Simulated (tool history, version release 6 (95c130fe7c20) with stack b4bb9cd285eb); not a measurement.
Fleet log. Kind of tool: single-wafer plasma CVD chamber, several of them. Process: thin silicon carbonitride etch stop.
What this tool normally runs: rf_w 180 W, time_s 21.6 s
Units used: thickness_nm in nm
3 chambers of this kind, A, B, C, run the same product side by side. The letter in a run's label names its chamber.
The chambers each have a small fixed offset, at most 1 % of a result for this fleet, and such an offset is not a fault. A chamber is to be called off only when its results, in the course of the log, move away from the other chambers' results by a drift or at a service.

run    day  rf_w  time_s  read-back reference wafer on the same gauge, thickness_nm  thickness_nm
 1B  0.183   180    21.6                                                     13.294        11.837
 2A  0.325   180    21.6                                                     13.292        11.925
 3C  0.467   180    21.6                                                     13.297        11.931
 4C  0.562   180    21.6                                                     13.289        11.912
 5A  0.662   180    21.6                                                     13.292        11.917
 6B  0.767   180    21.6                                                      13.29        11.806
 7C  0.879   180    21.6                                                     13.281        11.917
 8B  1.046   180    21.6                                                     13.282        11.835
 9A  1.179   180    21.6                                                     13.287        11.912
10A  1.279   180    21.6                                                     13.275        11.924
11B  1.396   180    21.6                                                     13.277        11.816
12C  1.579   180    21.6                                                     13.276        11.931
13B  1.758   180    21.6                                                      13.27        11.804
14A   1.85   180    21.6                                                      13.27        11.923
15C  1.954   180    21.6                                                     13.271        11.926
16A  2.042   180    21.6                                                      13.27        11.878
17C  2.133   180    21.6                                                     13.267        11.909
18B  2.242   180    21.6                                                     13.266         11.79
19C  2.408   180    21.6                                                     13.266          11.9
20A  2.512   170    19.1                                                     13.264        10.294
21B  2.608   170    19.1                                                     13.262        10.254
     2.721  -- chamber C: RF generator calibrated
22B  2.742   170    19.1                                                     13.257        10.272
23A  2.896   180    21.6                                                     13.251        11.862
24C  3.017   180    21.6                                                     13.251        11.925
25B  3.138   180    21.6                                                     13.246        11.797
26C  3.262   180    21.6                                                     13.253        11.895
27A  3.362   180    21.6                                                     13.255        11.837
28C  3.496   180    21.6                                                     13.246        11.893
29B  3.617   180    21.6                                                     13.246        11.792
30A  3.725   180    21.6                                                     13.242        11.836
31B  3.825   180    21.6                                                     13.246        11.804
32A  3.942   180    21.6                                                     13.237        11.875
33C  4.104   180    21.6                                                     13.236        11.901
34A  4.296   180    21.6                                                     13.235        11.847
35C  4.488   180    21.6                                                     13.228        11.898
36B  4.579   180    21.6                                                     13.225        11.779
37A  4.758   180    21.6                                                     13.226        11.828
38C  4.904   180    21.6                                                     13.224        11.868

Next, all 3 chambers run the settings below, one line each with question marks for the results. What does each chamber give?
39A  5.046   155    21.6                                                                        ?
39B  5.046   155    21.6                                                                        ?
39C  5.046   155    21.6                                                                        ?

run  thickness_nm
39A        11.317
39B        11.277
39C        11.355
